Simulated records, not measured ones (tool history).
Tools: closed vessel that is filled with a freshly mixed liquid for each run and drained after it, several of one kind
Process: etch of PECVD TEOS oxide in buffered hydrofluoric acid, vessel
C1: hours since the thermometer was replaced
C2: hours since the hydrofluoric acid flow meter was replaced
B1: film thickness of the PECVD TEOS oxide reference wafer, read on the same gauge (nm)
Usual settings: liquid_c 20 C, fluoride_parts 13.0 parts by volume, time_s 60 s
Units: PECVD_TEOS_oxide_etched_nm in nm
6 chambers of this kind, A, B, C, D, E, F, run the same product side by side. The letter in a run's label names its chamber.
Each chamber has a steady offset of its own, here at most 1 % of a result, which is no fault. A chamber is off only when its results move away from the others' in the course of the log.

{"run": "1D", "hour": 9.0, "liquid_c": 20, "fluoride_parts": 13.0, "time_s": 60, "C1": 909.7, "C2": 1518.3, "B1": 70.011, "PECVD_TEOS_oxide_etched_nm": 46.051}
{"run": "2C", "hour": 16.6, "liquid_c": 20, "fluoride_parts": 13.0, "time_s": 60, "C1": 2175.6, "C2": 1889.7, "B1": 69.986, "PECVD_TEOS_oxide_etched_nm": 46.105}
{"run": "3F", "hour": 25.0, "liquid_c": 20, "fluoride_parts": 13.0, "time_s": 60, "C1": 786.4, "C2": 213.3, "B1": 69.993, "PECVD_TEOS_oxide_etched_nm": 45.923}
{"run": "4B", "hour": 31.0, "liquid_c": 20, "fluoride_parts": 13.0, "time_s": 60, "C1": 242.7, "C2": 651.9, "B1": 69.978, "PECVD_TEOS_oxide_etched_nm": 46.208}
{"run": "5E", "hour": 38.4, "liquid_c": 20, "fluoride_parts": 13.0, "time_s": 60, "C1": 287.4, "C2": 68.5, "B1": 69.982, "PECVD_TEOS_oxide_etched_nm": 46.95}
{"run": "6A", "hour": 43.5, "liquid_c": 20, "fluoride_parts": 13.0, "time_s": 60, "C1": 498.6, "C2": 272.1, "B1": 69.988, "PECVD_TEOS_oxide_etched_nm": 46.343}
{"run": "7F", "hour": 53.5, "liquid_c": 20, "fluoride_parts": 13.0, "time_s": 60, "C1": 814.9, "C2": 241.8, "B1": 70.009, "PECVD_TEOS_oxide_etched_nm": 46.698}
{"run": "8D", "hour": 62.2, "liquid_c": 20, "fluoride_parts": 13.0, "time_s": 60, "C1": 962.9, "C2": 1571.5, "B1": 70.029, "PECVD_TEOS_oxide_etched_nm": 45.854}
{"run": "9E", "hour": 69.7, "liquid_c": 20, "fluoride_parts": 13.0, "time_s": 60, "C1": 318.7, "C2": 99.8, "B1": 70.015, "PECVD_TEOS_oxide_etched_nm": 46.724}
{"run": "10C", "hour": 74.8, "liquid_c": 20, "fluoride_parts": 10.5, "time_s": 60, "C1": 2233.8, "C2": 1947.9, "B1": 70.012, "PECVD_TEOS_oxide_etched_nm": 57.548}
{"run": "11A", "hour": 83.0, "liquid_c": 20, "fluoride_parts": 10.5, "time_s": 60, "C1": 538.1, "C2": 311.6, "B1": 70.011, "PECVD_TEOS_oxide_etched_nm": 56.496}
{"run": "12B", "hour": 89.4, "liquid_c": 20, "fluoride_parts": 10.5, "time_s": 60, "C1": 301.1, "C2": 710.3, "B1": 69.986, "PECVD_TEOS_oxide_etched_nm": 57.331}
{"run": "13E", "hour": 100.2, "liquid_c": 20, "fluoride_parts": 10.5, "time_s": 60, "C1": 349.2, "C2": 130.3, "B1": 70.015, "PECVD_TEOS_oxide_etched_nm": 57.234}
{"run": "14C", "hour": 106.1, "liquid_c": 20, "fluoride_parts": 10.5, "time_s": 60, "C1": 2265.1, "C2": 1979.2, "B1": 70.002, "PECVD_TEOS_oxide_etched_nm": 57.39}
{"run": "15B", "hour": 113.3, "liquid_c": 20, "fluoride_parts": 10.5, "time_s": 60, "C1": 325.0, "C2": 734.2, "B1": 70.003, "PECVD_TEOS_oxide_etched_nm": 56.404}
{"run": "16F", "hour": 122.4, "liquid_c": 20, "fluoride_parts": 13.0, "time_s": 60, "C1": 883.8, "C2": 310.7, "B1": 70.005, "PECVD_TEOS_oxide_etched_nm": 46.51}
{"run": "17A", "hour": 129.6, "liquid_c": 20, "fluoride_parts": 13.0, "time_s": 60, "C1": 584.7, "C2": 358.2, "B1": 70.004, "PECVD_TEOS_oxide_etched_nm": 46.496}
{"run": "18D", "hour": 136.6, "liquid_c": 20, "fluoride_parts": 13.0, "time_s": 60, "C1": 1037.3, "C2": 1645.9, "B1": 69.993, "PECVD_TEOS_oxide_etched_nm": 46.229}
{"hour": 137.1, "done": "chamber C: hydrofluoric acid flow meter replaced"}
{"run": "19F", "hour": 146.7, "liquid_c": 20, "fluoride_parts": 13.0, "time_s": 60, "C1": 908.1, "C2": 335.0, "B1": 70.022, "PECVD_TEOS_oxide_etched_nm": 46.009}
{"run": "20C", "hour": 156.7, "liquid_c": 20, "fluoride_parts": 13.0, "time_s": 60, "C1": 2315.7, "C2": 19.6, "B1": 70.005, "PECVD_TEOS_oxide_etched_nm": 46.341}
{"run": "21A", "hour": 166.4, "liquid_c": 20, "fluoride_parts": 13.0, "time_s": 60, "C1": 621.5, "C2": 395.0, "B1": 69.976, "PECVD_TEOS_oxide_etched_nm": 45.792}
{"hour": 169.7, "done": "chamber D: hydrofluoric acid flow meter replaced"}
{"run": "22B", "hour": 173.1, "liquid_c": 20, "fluoride_parts": 9.5, "time_s": 40, "C1": 384.8, "C2": 794.0, "B1": 69.992, "PECVD_TEOS_oxide_etched_nm": 40.319}
{"run": "23E", "hour": 182.8, "liquid_c": 20, "fluoride_parts": 9.5, "time_s": 40, "C1": 431.8, "C2": 212.9, "B1": 69.989, "PECVD_TEOS_oxide_etched_nm": 41.369}
{"run": "24D", "hour": 193.0, "liquid_c": 20, "fluoride_parts": 9.5, "time_s": 40, "C1": 1093.7, "C2": 23.3, "B1": 70.019, "PECVD_TEOS_oxide_etched_nm": 41.314}
{"run": "25D", "hour": 201.8, "liquid_c": 20, "fluoride_parts": 9.5, "time_s": 40, "C1": 1102.5, "C2": 32.1, "B1": 69.981, "PECVD_TEOS_oxide_etched_nm": 41.072}
{"run": "26B", "hour": 209.1, "liquid_c": 20, "fluoride_parts": 9.5, "time_s": 40, "C1": 420.8, "C2": 830.0, "B1": 69.989, "PECVD_TEOS_oxide_etched_nm": 38.785}
{"run": "27C", "hour": 217.3, "liquid_c": 20, "fluoride_parts": 9.5, "time_s": 40, "C1": 2376.3, "C2": 80.2, "B1": 70.0, "PECVD_TEOS_oxide_etched_nm": 41.249}
{"run": "28F", "hour": 227.3, "liquid_c": 20, "fluoride_parts": 13.0, "time_s": 60, "C1": 988.7, "C2": 415.6, "B1": 69.991, "PECVD_TEOS_oxide_etched_nm": 46.062}
{"run": "29A", "hour": 237.5, "liquid_c": 20, "fluoride_parts": 13.0, "time_s": 60, "C1": 692.6, "C2": 466.1, "B1": 70.019, "PECVD_TEOS_oxide_etched_nm": 46.366}
{"hour": 244.3, "done": "chamber A: thermometer replaced"}
{"run": "30E", "hour": 244.7, "liquid_c": 20, "fluoride_parts": 13.0, "time_s": 60, "C1": 493.7, "C2": 274.8, "B1": 69.993, "PECVD_TEOS_oxide_etched_nm": 46.296}
{"run": "31B", "hour": 251.4, "liquid_c": 20, "fluoride_parts": 13.0, "time_s": 60, "C1": 463.1, "C2": 872.3, "B1": 70.006, "PECVD_TEOS_oxide_etched_nm": 43.691}
{"run": "32D", "hour": 258.6, "liquid_c": 20, "fluoride_parts": 13.0, "time_s": 60, "C1": 1159.3, "C2": 88.9, "B1": 70.031, "PECVD_TEOS_oxide_etched_nm": 46.488}
{"run": "33E", "hour": 264.8, "liquid_c": 20, "fluoride_parts": 13.0, "time_s": 60, "C1": 513.8, "C2": 294.9, "B1": 70.001, "PECVD_TEOS_oxide_etched_nm": 46.463}
{"run": "34F", "hour": 273.0, "liquid_c": 20, "fluoride_parts": 13.0, "time_s": 60, "C1": 1034.4, "C2": 461.3, "B1": 69.982, "PECVD_TEOS_oxide_etched_nm": 46.542}
{"run": "35A", "hour": 283.4, "liquid_c": 20, "fluoride_parts": 13.0, "time_s": 60, "C1": 39.2, "C2": 512.0, "B1": 69.951, "PECVD_TEOS_oxide_etched_nm": 46.22}
{"run": "36C", "hour": 292.9, "liquid_c": 20, "fluoride_parts": 13.0, "time_s": 60, "C1": 2451.9, "C2": 155.8, "B1": 69.991, "PECVD_TEOS_oxide_etched_nm": 46.388}
{"run": "37A", "hour": 297.9, "liquid_c": 20, "fluoride_parts": 13.0, "time_s": 60, "C1": 53.7, "C2": 526.5, "B1": 69.997, "PECVD_TEOS_oxide_etched_nm": 46.58}

All 6 chambers run these settings next. Forecast each chamber's results:
{"run": "38A", "hour": 305.8, "liquid_c": 20, "fluoride_parts": 13.0, "time_s": 75, "PECVD_TEOS_oxide_etched_nm": "?"}
{"run": "38B", "hour": 305.8, "liquid_c": 20, "fluoride_parts": 13.0, "time_s": 75, "PECVD_TEOS_oxide_etched_nm": "?"}
{"run": "38C", "hour": 305.8, "liquid_c": 20, "fluoride_parts": 13.0, "time_s": 75, "PECVD_TEOS_oxide_etched_nm": "?"}
{"run": "38D", "hour": 305.8, "liquid_c": 20, "fluoride_parts": 13.0, "time_s": 75, "PECVD_TEOS_oxide_etched_nm": "?"}
{"run": "38E", "hour": 305.8, "liquid_c": 20, "fluoride_parts": 13.0, "time_s": 75, "PECVD_TEOS_oxide_etched_nm": "?"}
{"run": "38F", "hour": 305.8, "liquid_c": 20, "fluoride_parts": 13.0, "time_s": 75, "PECVD_TEOS_oxide_etched_nm": "?"}

run=38A PECVD_TEOS_oxide_etched_nm=59.149
run=38B PECVD_TEOS_oxide_etched_nm=53.832
run=38C PECVD_TEOS_oxide_etched_nm=58.830
run=38D PECVD_TEOS_oxide_etched_nm=57.443
run=38E PECVD_TEOS_oxide_etched_nm=57.931
run=38F PECVD_TEOS_oxide_etched_nm=58.282
